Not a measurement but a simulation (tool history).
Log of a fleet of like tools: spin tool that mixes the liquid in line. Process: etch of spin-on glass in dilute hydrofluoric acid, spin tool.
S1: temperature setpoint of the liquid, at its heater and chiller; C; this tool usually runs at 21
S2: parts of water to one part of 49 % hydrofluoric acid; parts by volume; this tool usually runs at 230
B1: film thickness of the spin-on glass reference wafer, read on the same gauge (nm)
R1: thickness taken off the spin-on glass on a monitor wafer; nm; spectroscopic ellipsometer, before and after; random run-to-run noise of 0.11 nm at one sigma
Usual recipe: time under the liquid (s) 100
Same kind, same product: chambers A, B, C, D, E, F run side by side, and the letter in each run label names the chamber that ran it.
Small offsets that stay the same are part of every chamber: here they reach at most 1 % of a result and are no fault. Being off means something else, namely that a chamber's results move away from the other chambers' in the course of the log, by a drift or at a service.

Run 1D, hour 12.8: usual settings; B1 69.998. Result: R1 18.951 nm.
Run 2A, hour 23.5: usual settings; B1 69.993. Result: R1 19.284 nm.
At hour 26.3: chamber F: thermometer replaced.
Run 3F, hour 33.7: usual settings; B1 69.998. Result: R1 18.849 nm.
Run 4C, hour 43.2: usual settings; B1 70.006. Result: R1 19.231 nm.
Run 5B, hour 56.4: usual settings; B1 69.984. Result: R1 19.137 nm.
Run 6E, hour 68.0: usual settings; B1 70.021. Result: R1 19.152 nm.
Run 7A, hour 74.5: usual settings; B1 70.005. Result: R1 19.254 nm.
Run 8B, hour 81.9: usual settings; B1 70.010. Result: R1 18.954 nm.
Run 9E, hour 91.4: usual settings; B1 69.980. Result: R1 18.997 nm.
Run 10D, hour 104.2: usual settings; B1 69.990. Result: R1 18.976 nm.
Run 11F, hour 113.5: usual settings; B1 70.008. Result: R1 18.790 nm.
Run 12C, hour 122.7: usual settings; B1 69.989. Result: R1 18.785 nm.
Run 13F, hour 134.3: usual settings; B1 70.006. Result: R1 19.164 nm.
Run 14D, hour 145.6: usual settings; B1 70.007. Result: R1 19.048 nm.
Run 15E, hour 155.9: usual settings; B1 69.999. Result: R1 19.150 nm.
Run 16A, hour 165.5: usual settings; B1 69.996. Result: R1 19.364 nm.
Run 17B, hour 175.7: usual settings; B1 69.978. Result: R1 19.042 nm.
Run 18C, hour 188.7: usual settings; B1 70.005. Result: R1 18.741 nm.
Run 19C, hour 201.3: usual settings; B1 70.014. Result: R1 18.689 nm.
Run 20D, hour 214.4: usual settings; B1 70.011. Result: R1 18.991 nm.
At hour 220.4: chamber F: hydrofluoric acid flow meter replaced.
Run 21E, hour 223.3: usual settings; B1 70.005. Result: R1 19.129 nm.
Run 22B, hour 233.4: usual settings but S1 17 C; B1 70.005. Result: R1 16.375 nm.
Run 23F, hour 241.2: usual settings but S1 17 C; B1 69.991. Result: R1 16.275 nm.
Run 24A, hour 251.3: usual settings but S1 17 C; B1 70.007. Result: R1 16.570 nm.
Run 25E, hour 261.3: usual settings but S1 17 C; B1 69.998. Result: R1 16.331 nm.
Run 26D, hour 273.9: usual settings but S1 17 C; B1 70.004. Result: R1 16.375 nm.
Run 27B, hour 281.0: usual settings but S1 17 C; B1 69.995. Result: R1 16.279 nm.
Run 28F, hour 290.0: usual settings; B1 70.016. Result: R1 18.930 nm.
Run 29C, hour 302.5: usual settings; B1 70.010. Result: R1 18.417 nm.
Run 30A, hour 312.7: usual settings; B1 69.989. Result: R1 19.335 nm.
Run 31E, hour 321.0: usual settings but S2 170 parts by volume, time under the liquid (s) 40; B1 69.995. Result: R1 10.866 nm.
Run 32B, hour 330.9: usual settings but S2 170 parts by volume, time under the liquid (s) 40; B1 69.988. Result: R1 10.882 nm.
At hour 335.0: chamber E: thermometer replaced.
Run 33C, hour 344.0: usual settings but S2 170 parts by volume, time under the liquid (s) 40; B1 69.994. Result: R1 10.520 nm.
Run 34F, hour 354.2: usual settings but S2 170 parts by volume, time under the liquid (s) 40; B1 69.995. Result: R1 10.861 nm.
At hour 356.1: chamber A: hydrofluoric acid flow meter replaced.
At hour 357.1: chamber D: thermometer replaced.
At hour 358.2: chamber B: thermometer replaced.
Run 35D, hour 366.5: usual settings but S2 170 parts by volume, time under the liquid (s) 40; B1 69.999. Result: R1 11.020 nm.
Run 36A, hour 375.0: usual settings but S2 170 parts by volume, time under the liquid (s) 40; B1 69.994. Result: R1 11.252 nm.
Run 37A, hour 382.0: usual settings; B1 70.011. Result: R1 19.328 nm.
Run 38F, hour 395.5: usual settings; B1 70.025. Result: R1 19.000 nm.
Run 39D, hour 408.7: usual settings; B1 69.984. Result: R1 19.102 nm.
Run 40E, hour 418.9: usual settings; B1 70.008. Result: R1 19.157 nm.
Run 41C, hour 426.5: usual settings; B1 70.000. Result: R1 17.961 nm.
Run 42B, hour 435.8: usual settings; B1 70.005. Result: R1 19.000 nm.

Is one chamber out of step, is the gauge drifting, or do the chambers differ by no more than their own small offsets? For an off chamber, give its letter and the likeliest cause.

Chamber C drifts away from the others.
Most likely cause: hydrofluoric acid flow below the setpoint (%) = 5.09.
The log may not separate it from: liquid colder than its thermometer reads (K).

Chamber C could run next with any of the 4 candidate recipes listed below; each alters the usual settings, and their results appear as question marks. Which one brings its results back in line with what the other chambers deliver on the usual settings?
To be in line, a result may differ from the other chambers' mean on the usual settings by at most: R1 0.380 nm
Run 43C-1, hour 445.9: usual settings but S2 220 parts by volume, time under the liquid (s) 105. Result: R1 ?.
Run 43C-2, hour 445.9: usual settings but S2 240 parts by volume. Result: R1 ?.
Run 43C-3, hour 445.9: usual settings but S2 220 parts by volume. Result: R1 ?.
Run 43C-4, hour 445.9: usual settings but time under the liquid (s) 90. Result: R1 ?.

Mean of the other chambers on the usual settings: R1 19.077 nm
  run      R1
43C-1  20.017
43C-2  17.153
43C-3  19.064
43C-4  16.259
43C-3 puts the chamber back in line with the other chambers.
